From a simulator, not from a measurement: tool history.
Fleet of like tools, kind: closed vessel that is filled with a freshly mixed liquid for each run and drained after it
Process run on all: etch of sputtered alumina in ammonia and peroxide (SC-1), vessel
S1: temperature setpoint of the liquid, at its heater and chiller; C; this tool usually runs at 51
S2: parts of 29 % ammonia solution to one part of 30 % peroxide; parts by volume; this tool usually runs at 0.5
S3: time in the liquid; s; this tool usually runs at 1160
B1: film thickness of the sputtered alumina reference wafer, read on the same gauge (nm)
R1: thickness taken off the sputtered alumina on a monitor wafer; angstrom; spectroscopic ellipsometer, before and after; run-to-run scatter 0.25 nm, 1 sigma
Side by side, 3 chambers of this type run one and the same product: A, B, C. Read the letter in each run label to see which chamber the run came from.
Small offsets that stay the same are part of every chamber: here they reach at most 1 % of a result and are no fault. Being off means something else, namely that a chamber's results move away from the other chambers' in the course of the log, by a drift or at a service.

| run | hour | S1 | S2 | S3 | B1 | R1 |
|---|---|---|---|---|---|---|
| 1C | 9.1 | 51 | 0.5 | 1160 | 109.99 | 592.12 |
| 2B | 17.5 | 51 | 0.5 | 1160 | 110 | 581.16 |
|  | 22.3 | chamber B: thermometer replaced |
| 3A | 24.9 | 51 | 0.5 | 1160 | 110.01 | 592.47 |
| 4A | 39.9 | 51 | 0.5 | 1160 | 109.97 | 590.66 |
|  | 43.9 | chamber A: new drum of ammonia solution connected |
| 5B | 51.2 | 51 | 0.5 | 1160 | 109.99 | 582.52 |
| 6C | 59.6 | 51 | 0.5 | 1160 | 110.01 | 590.58 |
| 7A | 69.5 | 51 | 0.5 | 1160 | 110 | 583.9 |
| 8B | 83 | 51 | 0.5 | 1160 | 109.98 | 582.47 |
| 9C | 94.3 | 51 | 0.5 | 1160 | 110.01 | 584.2 |
| 10C | 109.5 | 51 | 0.5 | 1160 | 109.99 | 580.83 |
| 11A | 117.3 | 51 | 0.5 | 1160 | 110.01 | 584.69 |
| 12B | 125.2 | 51 | 0.5 | 1160 | 110.03 | 578.33 |
| 13C | 137.4 | 51 | 0.5 | 1160 | 109.99 | 579.89 |
| 14B | 148.7 | 51 | 0.7 | 900 | 110.02 | 466.05 |
| 15A | 160 | 51 | 0.7 | 900 | 109.98 | 472.74 |
| 16B | 172.2 | 51 | 0.7 | 900 | 110 | 466.96 |
| 17C | 179.1 | 51 | 0.5 | 1160 | 109.99 | 576.32 |
| 18A | 189.3 | 51 | 0.5 | 1160 | 110 | 586.52 |
|  | 204.8 | chamber C: new drum of ammonia solution connected |
| 19B | 204.8 | 51 | 0.5 | 1160 | 110 | 584.22 |
| 20C | 212.1 | 54.5 | 0.5 | 1160 | 110.01 | 690.82 |
| 21A | 222.5 | 54.5 | 0.5 | 1160 | 110.03 | 705.04 |
|  | 232.7 | chamber B: new drum of ammonia solution connected |
| 22A | 233.5 | 54.5 | 0.5 | 1160 | 109.99 | 706.96 |
| 23C | 243.7 | 51 | 0.5 | 1160 | 110.01 | 572.79 |
| 24B | 257.7 | 51 | 0.4 | 490 | 110 | 240.32 |

Which is it: a chamber that has drifted or been left off by a service, a gauge drift common to all chambers, or only each chamber's usual small offset? If a chamber is off, name it and its likeliest cause.

One chamber, C, drifts off from the rest bit by bit.
What lies behind it: liquid colder than its thermometer reads (K) = 0.763.

Here are 4 candidates for chamber C's next run, each the usual settings with a change, their results left as question marks. Which one brings its results back in line with what the others give on the usual settings?
In line means no further than this from the other chambers' mean on the usual settings: R1 8.8 angstrom
| 25C-1 | 268.8 | 51.5 | 0.5 | 1210 |  | ? |
| 25C-2 | 268.8 | 51 | 0.5 | 1200 |  | ? |
| 25C-3 | 268.8 | 51 | 0.5 | 1075 |  | ? |
| 25C-4 | 268.8 | 51 | 0.35 | 1160 |  | ? |

Usual-settings mean across the other chambers: R1 584.59 angstrom
| run | R1 |
|---|---|
| 25C-1 | 606.59 |
| 25C-2 | 585.31 |
| 25C-3 | 524.34 |
| 25C-4 | 547.27 |
The right change is 25C-2: it brings the chamber back within the allowed miss of the others.
